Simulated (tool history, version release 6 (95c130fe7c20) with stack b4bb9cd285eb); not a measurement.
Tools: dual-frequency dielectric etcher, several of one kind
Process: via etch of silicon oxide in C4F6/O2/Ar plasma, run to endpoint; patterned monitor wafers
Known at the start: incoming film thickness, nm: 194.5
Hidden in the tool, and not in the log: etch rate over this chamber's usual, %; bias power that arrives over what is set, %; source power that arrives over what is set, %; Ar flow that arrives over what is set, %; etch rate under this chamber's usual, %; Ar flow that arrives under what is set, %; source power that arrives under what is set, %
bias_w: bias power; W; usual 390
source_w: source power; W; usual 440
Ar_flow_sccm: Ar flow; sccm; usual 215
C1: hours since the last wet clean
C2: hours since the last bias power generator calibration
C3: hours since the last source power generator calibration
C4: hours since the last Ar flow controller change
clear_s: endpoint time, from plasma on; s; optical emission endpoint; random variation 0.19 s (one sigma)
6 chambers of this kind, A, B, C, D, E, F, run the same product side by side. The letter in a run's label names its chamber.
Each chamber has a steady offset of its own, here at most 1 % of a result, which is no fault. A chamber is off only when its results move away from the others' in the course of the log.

Run 1F, hour 5.4: usual settings; C1 399.5; C2 1988.5; C3 2431.7; C4 271.4. Result: clear_s 43.111 s.
Run 2A, hour 13.1: usual settings; C1 520.4; C2 2864.3; C3 1663.9; C4 412.5. Result: clear_s 43.622 s.
Run 3C, hour 21.8: usual settings; C1 98; C2 1550.5; C3 1228.2; C4 1475.4. Result: clear_s 43.432 s.
Run 4D, hour 31.9: usual settings; C1 569.7; C2 354.4; C3 1598.7; C4 3728.3. Result: clear_s 43.818 s.
Run 5E, hour 39.5: usual settings but Ar_flow_sccm 190 sccm; C1 83.1; C2 1395; C3 2392; C4 3938.9. Result: clear_s 43.376 s.
Run 6B, hour 47: usual settings but Ar_flow_sccm 190 sccm; C1 87.2; C2 1587.4; C3 2216.3; C4 1857.5. Result: clear_s 42.874 s.
Run 7C, hour 54.1: usual settings but Ar_flow_sccm 190 sccm; C1 130.3; C2 1582.8; C3 1260.5; C4 1507.7. Result: clear_s 42.587 s.
At hour 54.6: chamber A: wet clean of the chamber.
Run 8F, hour 61.4: usual settings but Ar_flow_sccm 190 sccm; C1 455.5; C2 2044.5; C3 2487.7; C4 327.4. Result: clear_s 42.448 s.
Run 9A, hour 68.8: usual settings but Ar_flow_sccm 190 sccm; C1 14.3; C2 2920; C3 1719.6; C4 468.2. Result: clear_s 43.173 s.
Run 10D, hour 79.9: usual settings but Ar_flow_sccm 190 sccm; C1 617.7; C2 402.4; C3 1646.7; C4 3776.3. Result: clear_s 42.989 s.
Run 11B, hour 85.8: usual settings; C1 126; C2 1626.2; C3 2255.1; C4 1896.3. Result: clear_s 43.099 s.
Run 12E, hour 97: usual settings; C1 140.6; C2 1452.5; C3 2449.5; C4 3996.4. Result: clear_s 43.682 s.
At hour 107.3: chamber D: wet clean of the chamber.
Run 13A, hour 108.9: usual settings but Ar_flow_sccm 240 sccm; C1 54.4; C2 2960.1; C3 1759.7; C4 508.3. Result: clear_s 44.103 s.
Run 14C, hour 115: usual settings but Ar_flow_sccm 240 sccm; C1 191.2; C2 1643.7; C3 1321.4; C4 1568.6. Result: clear_s 44.207 s.
Run 15B, hour 123.6: usual settings but Ar_flow_sccm 240 sccm; C1 163.8; C2 1664; C3 2292.9; C4 1934.1. Result: clear_s 43.543 s.
Run 16F, hour 129.3: usual settings but Ar_flow_sccm 240 sccm; C1 523.4; C2 2112.4; C3 2555.6; C4 395.3. Result: clear_s 43.971 s.
At hour 136.5: chamber F: wet clean of the chamber.
Run 17D, hour 138.1: usual settings but Ar_flow_sccm 240 sccm; C1 30.8; C2 460.6; C3 1704.9; C4 3834.5. Result: clear_s 44.253 s.
Run 18E, hour 148.5: usual settings but Ar_flow_sccm 240 sccm; C1 192.1; C2 1504; C3 2501; C4 4047.9. Result: clear_s 44.588 s.
Run 19D, hour 156.2: usual settings; C1 48.9; C2 478.7; C3 1723; C4 3852.6. Result: clear_s 43.831 s.
Run 20E, hour 162.3: usual settings; C1 205.9; C2 1517.8; C3 2514.8; C4 4061.7. Result: clear_s 44.052 s.
Run 21C, hour 169.9: usual settings; C1 246.1; C2 1698.6; C3 1376.3; C4 1623.5. Result: clear_s 43.477 s.
Run 22B, hour 176.5: usual settings but source_w 510 W, Ar_flow_sccm 258 sccm; C1 216.7; C2 1716.9; C3 2345.8; C4 1987. Result: clear_s 41.89 s.
Run 23A, hour 183.3: usual settings but source_w 510 W, Ar_flow_sccm 258 sccm; C1 128.8; C2 3034.5; C3 1834.1; C4 582.7. Result: clear_s 42.136 s.
Run 24F, hour 190.2: usual settings but source_w 510 W, Ar_flow_sccm 258 sccm; C1 53.7; C2 2173.3; C3 2616.5; C4 456.2. Result: clear_s 41.623 s.
Run 25D, hour 198.3: usual settings but source_w 510 W, Ar_flow_sccm 258 sccm; C1 91; C2 520.8; C3 1765.1; C4 3894.7. Result: clear_s 42.251 s.
Run 26F, hour 204.8: usual settings but source_w 510 W, Ar_flow_sccm 258 sccm; C1 68.3; C2 2187.9; C3 2631.1; C4 470.8. Result: clear_s 41.85 s.
Run 27B, hour 210: usual settings but source_w 510 W, Ar_flow_sccm 258 sccm; C1 250.2; C2 1750.4; C3 2379.3; C4 2020.5. Result: clear_s 42.135 s.
Run 28E, hour 220.1: usual settings; C1 263.7; C2 1575.6; C3 2572.6; C4 4119.5. Result: clear_s 43.861 s.
Run 29A, hour 229.5: usual settings; C1 175; C2 3080.7; C3 1880.3; C4 628.9. Result: clear_s 43.804 s.
Run 30C, hour 236.2: usual settings; C1 312.4; C2 1764.9; C3 1442.6; C4 1689.8. Result: clear_s 43.181 s.
Run 31B, hour 245.5: usual settings; C1 285.7; C2 1785.9; C3 2414.8; C4 2056. Result: clear_s 43.126 s.
Run 32F, hour 251.1: usual settings but bias_w 465 W; C1 114.6; C2 2234.2; C3 2677.4; C4 517.1. Result: clear_s 40.757 s.
Run 33D, hour 257.6: usual settings but bias_w 465 W; C1 150.3; C2 580.1; C3 1824.4; C4 3954. Result: clear_s 40.936 s.
Run 34E, hour 267.9: usual settings but bias_w 465 W; C1 311.5; C2 1623.4; C3 2620.4; C4 4167.3. Result: clear_s 41.337 s.
Run 35A, hour 279.7: usual settings but bias_w 465 W; C1 225.2; C2 3130.9; C3 1930.5; C4 679.1. Result: clear_s 40.959 s.
Run 36C, hour 287.2: usual settings but bias_w 465 W; C1 363.4; C2 1815.9; C3 1493.6; C4 1740.8. Result: clear_s 40.722 s.
Run 37D, hour 298.9: usual settings but bias_w 465 W; C1 191.6; C2 621.4; C3 1865.7; C4 3995.3. Result: clear_s 41.321 s.
Run 38A, hour 306.6: usual settings but bias_w 308 W, Ar_flow_sccm 263 sccm; C1 252.1; C2 3157.8; C3 1957.4; C4 706. Result: clear_s 48.49 s.
Run 39B, hour 316: usual settings but bias_w 308 W, Ar_flow_sccm 263 sccm; C1 356.2; C2 1856.4; C3 2485.3; C4 2126.5. Result: clear_s 48.413 s.
Run 40F, hour 325.4: usual settings but bias_w 308 W, Ar_flow_sccm 263 sccm; C1 188.9; C2 2308.5; C3 2751.7; C4 591.4. Result: clear_s 48.058 s.
Run 41C, hour 334.4: usual settings but bias_w 308 W, Ar_flow_sccm 263 sccm; C1 410.6; C2 1863.1; C3 1540.8; C4 1788. Result: clear_s 48.271 s.

Is one chamber off against the others, does the gauge drift, or is nothing wrong? If a chamber is off, say which, and what the likeliest cause is.

No chamber stands off beyond its own small offset, and the gauge holds steady.

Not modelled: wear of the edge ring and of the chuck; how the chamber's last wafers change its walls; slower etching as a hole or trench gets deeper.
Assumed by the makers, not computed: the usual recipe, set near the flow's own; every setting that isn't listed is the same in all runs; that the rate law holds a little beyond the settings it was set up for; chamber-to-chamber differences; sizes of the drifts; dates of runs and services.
